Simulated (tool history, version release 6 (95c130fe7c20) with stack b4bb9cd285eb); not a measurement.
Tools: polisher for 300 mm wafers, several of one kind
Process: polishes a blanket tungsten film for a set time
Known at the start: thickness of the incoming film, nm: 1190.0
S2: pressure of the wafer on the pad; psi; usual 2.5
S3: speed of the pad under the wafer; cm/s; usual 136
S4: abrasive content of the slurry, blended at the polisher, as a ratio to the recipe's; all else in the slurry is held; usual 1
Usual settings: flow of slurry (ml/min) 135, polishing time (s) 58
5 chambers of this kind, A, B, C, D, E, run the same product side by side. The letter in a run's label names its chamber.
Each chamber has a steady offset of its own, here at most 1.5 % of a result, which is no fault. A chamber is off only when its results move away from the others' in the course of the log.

-- hour=5.9 chamber A: worn pad replaced by a new one
-- hour=6.8 chamber C: slurry tank refilled with fresh slurry and peroxide
run 1E hour=9.3 | flow_of_slurry_(ml/min)=135 S2=2.5 S3=136 S4=1 polishing_time_(s)=58 | film_removed_(angstrom)=2476
run 2D hour=14.8 | flow_of_slurry_(ml/min)=135 S2=2.5 S3=136 S4=1 polishing_time_(s)=58 | film_removed_(angstrom)=2458.9
-- hour=23.4 chamber A: slurry blender recalibrated
run 3B hour=26.9 | flow_of_slurry_(ml/min)=135 S2=2.5 S3=136 S4=1 polishing_time_(s)=58 | film_removed_(angstrom)=2467.8
-- hour=30.8 chamber E: worn pad replaced by a new one
-- hour=32 chamber A: slurry tank refilled with fresh slurry and peroxide
run 4A hour=35.4 | flow_of_slurry_(ml/min)=135 S2=2.5 S3=136 S4=1 polishing_time_(s)=58 | film_removed_(angstrom)=2418.4
run 5C hour=44.3 | flow_of_slurry_(ml/min)=135 S2=2.5 S3=136 S4=1 polishing_time_(s)=58 | film_removed_(angstrom)=2425.7
-- hour=47.9 chamber D: head pressure recalibrated
-- hour=53.1 chamber D: worn pad replaced by a new one
run 6A hour=54.9 | flow_of_slurry_(ml/min)=135 S2=2.5 S3=136 S4=1 polishing_time_(s)=58 | film_removed_(angstrom)=2445
-- hour=56.7 chamber B: slurry tank refilled with fresh slurry and peroxide
-- hour=62.5 chamber B: slurry blender recalibrated
-- hour=63.4 chamber B: worn pad replaced by a new one
run 7C hour=66.7 | flow_of_slurry_(ml/min)=135 S2=2.5 S3=136 S4=1 polishing_time_(s)=58 | film_removed_(angstrom)=2460.5
-- hour=69.8 chamber C: worn pad replaced by a new one
run 8E hour=79 | flow_of_slurry_(ml/min)=135 S2=2.5 S3=136 S4=1 polishing_time_(s)=58 | film_removed_(angstrom)=2488.5
run 9D hour=84.5 | flow_of_slurry_(ml/min)=135 S2=2.5 S3=136 S4=1 polishing_time_(s)=58 | film_removed_(angstrom)=2429.3
-- hour=85.5 chamber D: slurry tank refilled with fresh slurry and peroxide
-- hour=91.3 chamber E: worn pad replaced by a new one
-- hour=92.5 chamber C: slurry tank refilled with fresh slurry and peroxide
run 10B hour=96.4 | flow_of_slurry_(ml/min)=135 S2=2.5 S3=136 S4=1 polishing_time_(s)=58 | film_removed_(angstrom)=2482.1
run 11C hour=103.3 | flow_of_slurry_(ml/min)=135 S2=2.5 S3=136 S4=1 polishing_time_(s)=58 | film_removed_(angstrom)=2426.9
-- hour=111.6 chamber B: head pressure recalibrated
run 12E hour=114.6 | flow_of_slurry_(ml/min)=135 S2=2.5 S3=136 S4=1 polishing_time_(s)=58 | film_removed_(angstrom)=2479.4
-- hour=116.1 chamber D: worn pad replaced by a new one
-- hour=119.8 chamber A: worn pad replaced by a new one
-- hour=120.3 chamber D: slurry blender recalibrated
run 13B hour=123.5 | flow_of_slurry_(ml/min)=135 S2=2.5 S3=136 S4=1 polishing_time_(s)=58 | film_removed_(angstrom)=2476.7
-- hour=126 chamber B: worn pad replaced by a new one
-- hour=127.1 chamber E: slurry nozzle cleaned
run 14A hour=129.5 | flow_of_slurry_(ml/min)=135 S2=2.5 S3=136 S4=1 polishing_time_(s)=58 | film_removed_(angstrom)=2429.7
run 15D hour=136.2 | flow_of_slurry_(ml/min)=135 S2=2.5 S3=136 S4=1 polishing_time_(s)=58 | film_removed_(angstrom)=2499.2
-- hour=140.4 chamber C: worn pad replaced by a new one
run 16E hour=147.9 | flow_of_slurry_(ml/min)=135 S2=2.5 S3=136 S4=1 polishing_time_(s)=58 | film_removed_(angstrom)=2486.6
-- hour=149.3 chamber A: slurry blender recalibrated
-- hour=152.5 chamber E: worn pad replaced by a new one
run 17B hour=159.7 | flow_of_slurry_(ml/min)=135 S2=2.5 S3=136 S4=1 polishing_time_(s)=58 | film_removed_(angstrom)=2446.9
run 18A hour=170.9 | flow_of_slurry_(ml/min)=135 S2=2.5 S3=136 S4=1 polishing_time_(s)=58 | film_removed_(angstrom)=2444.3
-- hour=172.7 chamber C: slurry tank refilled with fresh slurry and peroxide
-- hour=174.7 chamber D: worn pad replaced by a new one
run 19D hour=182.8 | flow_of_slurry_(ml/min)=135 S2=2.5 S3=136 S4=1 polishing_time_(s)=58 | film_removed_(angstrom)=2496.3
run 20C hour=188.8 | flow_of_slurry_(ml/min)=135 S2=2.5 S3=136 S4=1 polishing_time_(s)=58 | film_removed_(angstrom)=2449.9
-- hour=191.3 chamber B: slurry tank refilled with fresh slurry and peroxide
run 21D hour=194.4 | flow_of_slurry_(ml/min)=135 S2=2.5 S3=136 S4=1 polishing_time_(s)=58 | film_removed_(angstrom)=2465.4
-- hour=195.3 chamber D: slurry tank refilled with fresh slurry and peroxide
-- hour=195.8 chamber A: head pressure recalibrated
-- hour=196.9 chamber E: slurry tank refilled with fresh slurry and peroxide
-- hour=197.9 chamber A: slurry nozzle cleaned
-- hour=198.2 chamber B: worn pad replaced by a new one
run 22A hour=201.5 | flow_of_slurry_(ml/min)=135 S2=2.5 S3=136 S4=1 polishing_time_(s)=58 | film_removed_(angstrom)=2458.1
-- hour=203.8 chamber C: slurry nozzle cleaned
-- hour=206.4 chamber A: slurry tank refilled with fresh slurry and peroxide
run 23E hour=208.4 | flow_of_slurry_(ml/min)=135 S2=2.5 S3=136 S4=1 polishing_time_(s)=58 | film_removed_(angstrom)=2484.9
-- hour=210.3 chamber E: worn pad replaced by a new one
-- hour=212 chamber D: slurry nozzle cleaned
run 24B hour=214.7 | flow_of_slurry_(ml/min)=135 S2=2.5 S3=136 S4=1 polishing_time_(s)=58 | film_removed_(angstrom)=2429.7
-- hour=218.2 chamber C: worn pad replaced by a new one
run 25C hour=220.9 | flow_of_slurry_(ml/min)=135 S2=2.5 S3=136 S4=1 polishing_time_(s)=58 | film_removed_(angstrom)=2458.3
-- hour=226.9 chamber A: worn pad replaced by a new one
run 26C hour=230.1 | flow_of_slurry_(ml/min)=135 S2=2.5 S3=136 S4=1 polishing_time_(s)=58 | film_removed_(angstrom)=2421
-- hour=239.6 chamber D: worn pad replaced by a new one
run 27B hour=240.4 | flow_of_slurry_(ml/min)=135 S2=2.5 S3=136 S4=1 polishing_time_(s)=58 | film_removed_(angstrom)=2454.6
-- hour=245.2 chamber E: slurry blender recalibrated
run 28D hour=248.9 | flow_of_slurry_(ml/min)=135 S2=2.5 S3=136 S4=1 polishing_time_(s)=58 | film_removed_(angstrom)=2470.6
-- hour=250.6 chamber C: slurry tank refilled with fresh slurry and peroxide
run 29E hour=256 | flow_of_slurry_(ml/min)=135 S2=2.5 S3=136 S4=1 polishing_time_(s)=58 | film_removed_(angstrom)=2502.1
-- hour=266.3 chamber A: slurry blender recalibrated
run 30A hour=267.4 | flow_of_slurry_(ml/min)=135 S2=2.5 S3=136 S4=1 polishing_time_(s)=58 | film_removed_(angstrom)=2419.9
run 31E hour=273.2 | flow_of_slurry_(ml/min)=135 S2=2.5 S3=136 S4=1 polishing_time_(s)=58 | film_removed_(angstrom)=2450.9
run 32D hour=279.7 | flow_of_slurry_(ml/min)=135 S2=2.5 S3=136 S4=1 polishing_time_(s)=58 | film_removed_(angstrom)=2462.2
run 33C hour=285.4 | flow_of_slurry_(ml/min)=135 S2=2.5 S3=136 S4=1 polishing_time_(s)=58 | film_removed_(angstrom)=2455.7

Next, every chamber runs the same settings. What will each give?
run 34A hour=294.4 | flow_of_slurry_(ml/min)=135 S2=2.5 S3=136 S4=1 polishing_time_(s)=58 | film_removed_(angstrom)=?
run 34B hour=294.4 | flow_of_slurry_(ml/min)=135 S2=2.5 S3=136 S4=1 polishing_time_(s)=58 | film_removed_(angstrom)=?
run 34C hour=294.4 | flow_of_slurry_(ml/min)=135 S2=2.5 S3=136 S4=1 polishing_time_(s)=58 | film_removed_(angstrom)=?
run 34D hour=294.4 | flow_of_slurry_(ml/min)=135 S2=2.5 S3=136 S4=1 polishing_time_(s)=58 | film_removed_(angstrom)=?
run 34E hour=294.4 | flow_of_slurry_(ml/min)=135 S2=2.5 S3=136 S4=1 polishing_time_(s)=58 | film_removed_(angstrom)=?

run=34A film_removed_(angstrom)=2436.2
run=34B film_removed_(angstrom)=2467
run=34C film_removed_(angstrom)=2480.8
run=34D film_removed_(angstrom)=2441.4
run=34E film_removed_(angstrom)=2462.2
